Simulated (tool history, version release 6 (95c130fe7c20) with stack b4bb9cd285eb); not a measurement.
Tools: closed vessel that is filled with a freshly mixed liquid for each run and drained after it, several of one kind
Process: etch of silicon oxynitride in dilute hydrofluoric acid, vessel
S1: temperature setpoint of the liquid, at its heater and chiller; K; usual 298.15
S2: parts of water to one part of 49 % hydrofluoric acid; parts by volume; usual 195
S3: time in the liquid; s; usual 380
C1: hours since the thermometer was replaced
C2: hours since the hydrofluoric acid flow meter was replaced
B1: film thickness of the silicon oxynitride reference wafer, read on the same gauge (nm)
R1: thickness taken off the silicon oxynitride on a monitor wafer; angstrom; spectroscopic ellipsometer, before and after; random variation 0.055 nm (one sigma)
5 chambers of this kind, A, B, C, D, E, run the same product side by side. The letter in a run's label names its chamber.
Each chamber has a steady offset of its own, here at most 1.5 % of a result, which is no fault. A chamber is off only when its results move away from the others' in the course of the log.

run 1A day=0.183 | S1=298.15 S2=195 S3=380 | C1=549.5 C2=113.3 | B1=150.02 | R1=67.38
run 2E day=0.292 | S1=298.15 S2=195 S3=380 | C1=1349 C2=559.9 | B1=150 | R1=65.587
run 3B day=0.404 | S1=298.15 S2=195 S3=380 | C1=1264.4 C2=696.9 | B1=150.07 | R1=65.882
run 4D day=0.567 | S1=298.15 S2=195 S3=380 | C1=1718.7 C2=2114.6 | B1=150.01 | R1=66.807
run 5C day=0.708 | S1=298.15 S2=195 S3=380 | C1=233.9 C2=766.6 | B1=150.04 | R1=66.405
run 6D day=0.921 | S1=300.65 S2=260 S3=380 | C1=1727.2 C2=2123.1 | B1=150.01 | R1=52.776
run 7A day=1.033 | S1=300.65 S2=260 S3=380 | C1=569.9 C2=133.7 | B1=150 | R1=53.694
run 8E day=1.204 | S1=300.65 S2=260 S3=380 | C1=1370.9 C2=581.8 | B1=149.97 | R1=52.588
run 9C day=1.388 | S1=300.65 S2=260 S3=380 | C1=250.2 C2=782.9 | B1=150.01 | R1=53.305
run 10B day=1.583 | S1=300.65 S2=260 S3=380 | C1=1292.7 C2=725.2 | B1=149.97 | R1=53.249
-- day=1.721 chamber A: thermometer replaced
run 11E day=1.754 | S1=298.15 S2=140 S3=380 | C1=1384.1 C2=595 | B1=150.03 | R1=95.428
run 12A day=1.9 | S1=298.15 S2=140 S3=380 | C1=4.3 C2=154.5 | B1=149.99 | R1=97.9
run 13B day=2.112 | S1=298.15 S2=140 S3=380 | C1=1305.4 C2=737.9 | B1=149.98 | R1=96.683
run 14C day=2.233 | S1=298.15 S2=140 S3=380 | C1=270.5 C2=803.2 | B1=150.01 | R1=97.08
run 15D day=2.4 | S1=298.15 S2=140 S3=380 | C1=1762.7 C2=2158.6 | B1=149.99 | R1=96.189
run 16E day=2.571 | S1=298.15 S2=195 S3=380 | C1=1403.7 C2=614.6 | B1=149.97 | R1=66.469
run 17C day=2.683 | S1=298.15 S2=195 S3=380 | C1=281.3 C2=814 | B1=149.98 | R1=66.576
run 18D day=2.817 | S1=298.15 S2=195 S3=380 | C1=1772.7 C2=2168.6 | B1=149.98 | R1=64.948
run 19A day=2.933 | S1=298.15 S2=195 S3=380 | C1=29.1 C2=179.3 | B1=149.99 | R1=67.02
run 20B day=3.075 | S1=298.15 S2=195 S3=380 | C1=1328.5 C2=761 | B1=150.07 | R1=66.32
run 21D day=3.233 | S1=298.15 S2=195 S3=380 | C1=1782.7 C2=2178.6 | B1=149.99 | R1=67.66
run 22E day=3.446 | S1=298.15 S2=195 S3=480 | C1=1424.7 C2=635.6 | B1=149.95 | R1=84.437
run 23C day=3.658 | S1=298.15 S2=195 S3=480 | C1=304.7 C2=837.4 | B1=150.01 | R1=82.602
run 24B day=3.792 | S1=298.15 S2=195 S3=480 | C1=1345.7 C2=778.2 | B1=150 | R1=83.616
run 25A day=3.912 | S1=298.15 S2=195 S3=480 | C1=52.6 C2=202.8 | B1=150.01 | R1=85.214
run 26C day=4.121 | S1=298.15 S2=195 S3=480 | C1=315.8 C2=848.5 | B1=150 | R1=81.647
run 27E day=4.254 | S1=295.65 S2=195 S3=450 | C1=1444.1 C2=655 | B1=149.95 | R1=70.025
run 28B day=4.446 | S1=295.65 S2=195 S3=450 | C1=1361.4 C2=793.9 | B1=149.99 | R1=70.389
run 29A day=4.621 | S1=295.65 S2=195 S3=450 | C1=69.6 C2=219.8 | B1=149.99 | R1=71
run 30D day=4.738 | S1=295.65 S2=195 S3=450 | C1=1818.8 C2=2214.7 | B1=149.99 | R1=70.978
run 31D day=4.942 | S1=295.65 S2=195 S3=450 | C1=1823.7 C2=2219.6 | B1=150.01 | R1=69.592
run 32E day=5.075 | S1=298.15 S2=195 S3=380 | C1=1463.8 C2=674.7 | B1=149.99 | R1=67.217
run 33B day=5.183 | S1=298.15 S2=195 S3=380 | C1=1379.1 C2=811.6 | B1=149.99 | R1=65.882
run 34C day=5.321 | S1=298.15 S2=195 S3=380 | C1=344.6 C2=877.3 | B1=150.01 | R1=63.634
run 35A day=5.529 | S1=295.65 S2=195 S3=490 | C1=91.4 C2=241.6 | B1=149.99 | R1=78.232
run 36E day=5.625 | S1=295.65 S2=195 S3=490 | C1=1477 C2=687.9 | B1=149.97 | R1=76.842
run 37D day=5.746 | S1=295.65 S2=195 S3=490 | C1=1843 C2=2238.9 | B1=150.05 | R1=76.596
run 38A day=5.842 | S1=295.65 S2=195 S3=490 | C1=98.9 C2=249.1 | B1=150.01 | R1=78.321
run 39B day=5.962 | S1=295.65 S2=195 S3=490 | C1=1397.8 C2=830.3 | B1=150.03 | R1=75.975
run 40C day=6.075 | S1=298.15 S2=195 S3=380 | C1=362.7 C2=895.4 | B1=150.04 | R1=61.91
run 41B day=6.175 | S1=298.15 S2=290 S3=550 | C1=1402.9 C2=835.4 | B1=149.99 | R1=60.684
run 42C day=6.371 | S1=298.15 S2=290 S3=550 | C1=369.8 C2=902.5 | B1=149.96 | R1=56.211
run 43A day=6.521 | S1=298.15 S2=290 S3=550 | C1=115.2 C2=265.4 | B1=150.01 | R1=62.163
run 44E day=6.65 | S1=298.15 S2=290 S3=550 | C1=1501.6 C2=712.5 | B1=149.98 | R1=60.811

What goes on in this fleet: one chamber off, a drifting gauge, or nothing beyond the chambers' own small offsets? Name the chamber and the cause, if any.

Chamber C drifts away from the others.
Cause: hydrofluoric acid flow below the setpoint (%) = 6.62.
The log may not tell that from: liquid colder than its thermometer reads (K).

Here are 4 candidates for chamber C's next run, each the usual settings with a change, their results left as question marks. Which one brings its results back in line with what the others give on the usual settings?
In line means no further than this from the other chambers' mean on the usual settings: R1 1.9 angstrom
run 45C-1 day=6.804 | S1=298.15 S2=195 S3=350 | R1=?
run 45C-2 day=6.804 | S1=298.15 S2=190 S3=395 | R1=?
run 45C-3 day=6.804 | S1=294.65 S2=195 S3=380 | R1=?
run 45C-4 day=6.804 | S1=298.15 S2=170 S3=380 | R1=?

The other chambers' mean on the usual settings: R1 66.631 angstrom
run=45C-1 R1=56.42
run=45C-2 R1=65.603
run=45C-3 R1=52.331
run=45C-4 R1=71.641
45C-2 brings the chamber back in line.
